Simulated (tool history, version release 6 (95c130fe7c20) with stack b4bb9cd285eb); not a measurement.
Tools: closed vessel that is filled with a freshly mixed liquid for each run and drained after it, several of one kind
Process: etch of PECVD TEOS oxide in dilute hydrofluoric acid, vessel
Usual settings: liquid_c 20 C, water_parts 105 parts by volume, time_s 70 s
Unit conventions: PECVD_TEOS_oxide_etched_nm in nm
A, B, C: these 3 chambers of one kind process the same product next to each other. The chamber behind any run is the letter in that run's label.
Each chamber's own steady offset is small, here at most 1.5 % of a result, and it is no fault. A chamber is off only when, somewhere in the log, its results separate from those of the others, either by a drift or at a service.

run,day,liquid_c,water_parts,time_s,"read-back film thickness of the PECVD TEOS oxide reference wafer, read on the same gauge (nm)",PECVD_TEOS_oxide_etched_nm
1B,0.196,20,105,70,139.99,7.8387
2C,0.338,20,105,70,139.97,7.7258
3A,0.521,20,105,70,140.01,7.627
4A,0.654,20,105,70,140,7.6568
5B,0.9,20,105,70,139.99,7.7177
6C,1.108,22.5,155,70,139.99,5.4127
7B,1.225,22.5,155,70,139.99,5.4496
8C,1.375,22.5,155,70,140,5.3853
9A,1.529,20,105,70,139.99,7.6052
10C,1.658,20,105,70,139.97,7.6909
11A,1.85,20,105,70,139.99,7.7032
12B,2.058,20,105,70,140.01,7.8095
13A,2.238,20,105,70,140.01,7.6961
14B,2.379,20,85,90,140.01,12.612
15C,2.533,20,85,90,140.02,12.394
16B,2.65,20,85,90,139.99,12.68
17A,2.862,20,70,100,139.97,17
18C,3.088,20,70,100,140.02,17.375
19B,3.2,20,70,100,140,17.305
20A,3.412,20,105,70,140.01,7.6193
21C,3.567,20,105,105,140.01,11.577
22C,3.775,20,105,105,140.01,11.378
23B,4.021,20,105,105,140,11.561
24A,4.221,20,155,110,139.98,7.6246
25A,4.425,20,155,110,140,7.696
26C,4.642,20,155,110,140.01,7.7617
27B,4.821,20,105,70,140.02,7.7153
28A,5.012,20,105,70,140,7.6312
29C,5.229,20,105,70,140,7.6889
30B,5.454,20,65,100,140.01,19.024

Read the log: is a single chamber off, either drifting away or since a service, is the gauge that measures every chamber drifting, or is nothing wrong beyond small per-chamber offsets? Name any odd chamber and what most likely caused it.

Neither any chamber nor the gauge drifts; the chambers differ only by their own small, steady offsets.

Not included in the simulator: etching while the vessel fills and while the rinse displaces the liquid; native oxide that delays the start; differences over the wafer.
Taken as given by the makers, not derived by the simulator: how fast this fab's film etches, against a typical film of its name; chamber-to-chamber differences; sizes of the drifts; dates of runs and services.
